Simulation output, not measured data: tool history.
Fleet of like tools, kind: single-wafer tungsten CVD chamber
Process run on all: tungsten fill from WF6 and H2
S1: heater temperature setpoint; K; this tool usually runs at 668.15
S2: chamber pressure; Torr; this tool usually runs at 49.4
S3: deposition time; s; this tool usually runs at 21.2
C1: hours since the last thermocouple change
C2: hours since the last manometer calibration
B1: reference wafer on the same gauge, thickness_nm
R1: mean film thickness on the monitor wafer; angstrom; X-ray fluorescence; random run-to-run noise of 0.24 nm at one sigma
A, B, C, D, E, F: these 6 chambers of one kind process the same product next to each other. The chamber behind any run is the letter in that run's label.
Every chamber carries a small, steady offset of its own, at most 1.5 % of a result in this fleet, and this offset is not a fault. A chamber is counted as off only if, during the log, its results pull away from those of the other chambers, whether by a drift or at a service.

run 1B hour=4.6 | S1=668.15 S2=49.4 S3=21.2 | C1=721.1 C2=144 | B1=82.533 | R1=705.36
run 2E hour=8.4 | S1=668.15 S2=49.4 S3=21.2 | C1=1143 C2=90.8 | B1=82.503 | R1=709.64
run 3F hour=14.6 | S1=668.15 S2=49.4 S3=21.2 | C1=266.6 C2=94.5 | B1=82.54 | R1=699.27
run 4A hour=20.3 | S1=668.15 S2=49.4 S3=21.2 | C1=1339.7 C2=1406.9 | B1=82.524 | R1=700.48
run 5C hour=25.3 | S1=668.15 S2=49.4 S3=21.2 | C1=2539.7 C2=2124.3 | B1=82.482 | R1=708.12
run 6D hour=30.7 | S1=668.15 S2=49.4 S3=21.2 | C1=203.6 C2=501.5 | B1=82.503 | R1=709.78
-- hour=32.4 chamber C: thermocouple changed; heater temperature recalibrated
run 7C hour=34.8 | S1=668.15 S2=49.4 S3=21.2 | C1=2.5 C2=2133.8 | B1=82.593 | R1=705
run 8B hour=42.2 | S1=668.15 S2=49.4 S3=21.2 | C1=758.7 C2=181.6 | B1=82.54 | R1=705.44
run 9F hour=49.5 | S1=668.15 S2=49.4 S3=21.2 | C1=301.5 C2=129.4 | B1=82.443 | R1=704.88
run 10D hour=55.6 | S1=668.15 S2=54.1 S3=21.2 | C1=228.5 C2=526.4 | B1=82.546 | R1=736.83
run 11E hour=60.9 | S1=668.15 S2=54.1 S3=21.2 | C1=1195.5 C2=143.3 | B1=82.469 | R1=744.7
run 12A hour=64.7 | S1=668.15 S2=54.1 S3=21.2 | C1=1384.1 C2=1451.3 | B1=82.47 | R1=733.84
run 13B hour=69.1 | S1=668.15 S2=54.1 S3=21.2 | C1=785.6 C2=208.5 | B1=82.431 | R1=734.57
run 14E hour=74.2 | S1=668.15 S2=54.1 S3=21.2 | C1=1208.8 C2=156.6 | B1=82.527 | R1=740.97
run 15C hour=81.1 | S1=668.15 S2=54.1 S3=21.2 | C1=48.8 C2=2180.1 | B1=82.487 | R1=735.23
run 16F hour=86.3 | S1=668.15 S2=49.4 S3=22.7 | C1=338.3 C2=166.2 | B1=82.466 | R1=749.17
run 17D hour=90.6 | S1=668.15 S2=49.4 S3=22.7 | C1=263.5 C2=561.4 | B1=82.568 | R1=760.76
run 18A hour=95.1 | S1=668.15 S2=49.4 S3=22.7 | C1=1414.5 C2=1481.7 | B1=82.535 | R1=750.75
run 19E hour=99.7 | S1=668.15 S2=49.4 S3=22.7 | C1=1234.3 C2=182.1 | B1=82.49 | R1=764.98
run 20B hour=103.8 | S1=668.15 S2=49.4 S3=22.7 | C1=820.3 C2=243.2 | B1=82.448 | R1=758
run 21F hour=108.5 | S1=668.15 S2=49.4 S3=22.7 | C1=360.5 C2=188.4 | B1=82.449 | R1=750.36
run 22D hour=114.5 | S1=668.15 S2=49.4 S3=21.2 | C1=287.4 C2=585.3 | B1=82.514 | R1=707.89
run 23A hour=120 | S1=668.15 S2=49.4 S3=21.2 | C1=1439.4 C2=1506.6 | B1=82.382 | R1=705.29
run 24C hour=124.8 | S1=668.15 S2=49.4 S3=21.2 | C1=92.5 C2=2223.8 | B1=82.455 | R1=708.72
run 25A hour=130.2 | S1=668.15 S2=49.4 S3=21.2 | C1=1449.6 C2=1516.8 | B1=82.486 | R1=701.62
run 26C hour=135.6 | S1=668.15 S2=49.4 S3=21.2 | C1=103.3 C2=2234.6 | B1=82.55 | R1=706.18
run 27D hour=143.3 | S1=668.15 S2=49.4 S3=17.3 | C1=316.2 C2=614.1 | B1=82.518 | R1=571.97
run 28B hour=150.6 | S1=668.15 S2=49.4 S3=17.3 | C1=867.1 C2=290 | B1=82.489 | R1=578.73
run 29E hour=154.9 | S1=668.15 S2=49.4 S3=17.3 | C1=1289.5 C2=237.3 | B1=82.49 | R1=580.22
run 30F hour=158.8 | S1=668.15 S2=49.4 S3=17.3 | C1=410.8 C2=238.7 | B1=82.506 | R1=572.68
run 31B hour=163 | S1=668.15 S2=49.4 S3=17.3 | C1=879.5 C2=302.4 | B1=82.521 | R1=578.08
run 32E hour=169.6 | S1=668.15 S2=49.4 S3=17.3 | C1=1304.2 C2=252 | B1=82.53 | R1=576.16
run 33D hour=175.2 | S1=668.15 S2=49.4 S3=21.2 | C1=348.1 C2=646 | B1=82.494 | R1=698.29
run 34A hour=182.2 | S1=668.15 S2=49.4 S3=21.2 | C1=1501.6 C2=1568.8 | B1=82.515 | R1=697.47
run 35F hour=189.5 | S1=668.15 S2=49.4 S3=21.2 | C1=441.5 C2=269.4 | B1=82.461 | R1=696.45
run 36C hour=194.8 | S1=668.15 S2=49.4 S3=21.2 | C1=162.5 C2=2293.8 | B1=82.453 | R1=709.53
run 37B hour=198.8 | S1=668.15 S2=59.7 S3=21.2 | C1=915.3 C2=338.2 | B1=82.564 | R1=767.86
run 38D hour=204.3 | S1=668.15 S2=59.7 S3=21.2 | C1=377.2 C2=675.1 | B1=82.529 | R1=754.89

Next, all 6 chambers run the settings below, one line each with question marks for the results. What does each chamber give?
run 39A hour=209.9 | S1=668.15 S2=60.3 S3=21.2 | R1=?
run 39B hour=209.9 | S1=668.15 S2=60.3 S3=21.2 | R1=?
run 39C hour=209.9 | S1=668.15 S2=60.3 S3=21.2 | R1=?
run 39D hour=209.9 | S1=668.15 S2=60.3 S3=21.2 | R1=?
run 39E hour=209.9 | S1=668.15 S2=60.3 S3=21.2 | R1=?
run 39F hour=209.9 | S1=668.15 S2=60.3 S3=21.2 | R1=?

run=39A R1=765.03
run=39B R1=773.23
run=39C R1=770.26
run=39D R1=755.72
run=39E R1=777.69
run=39F R1=765.06
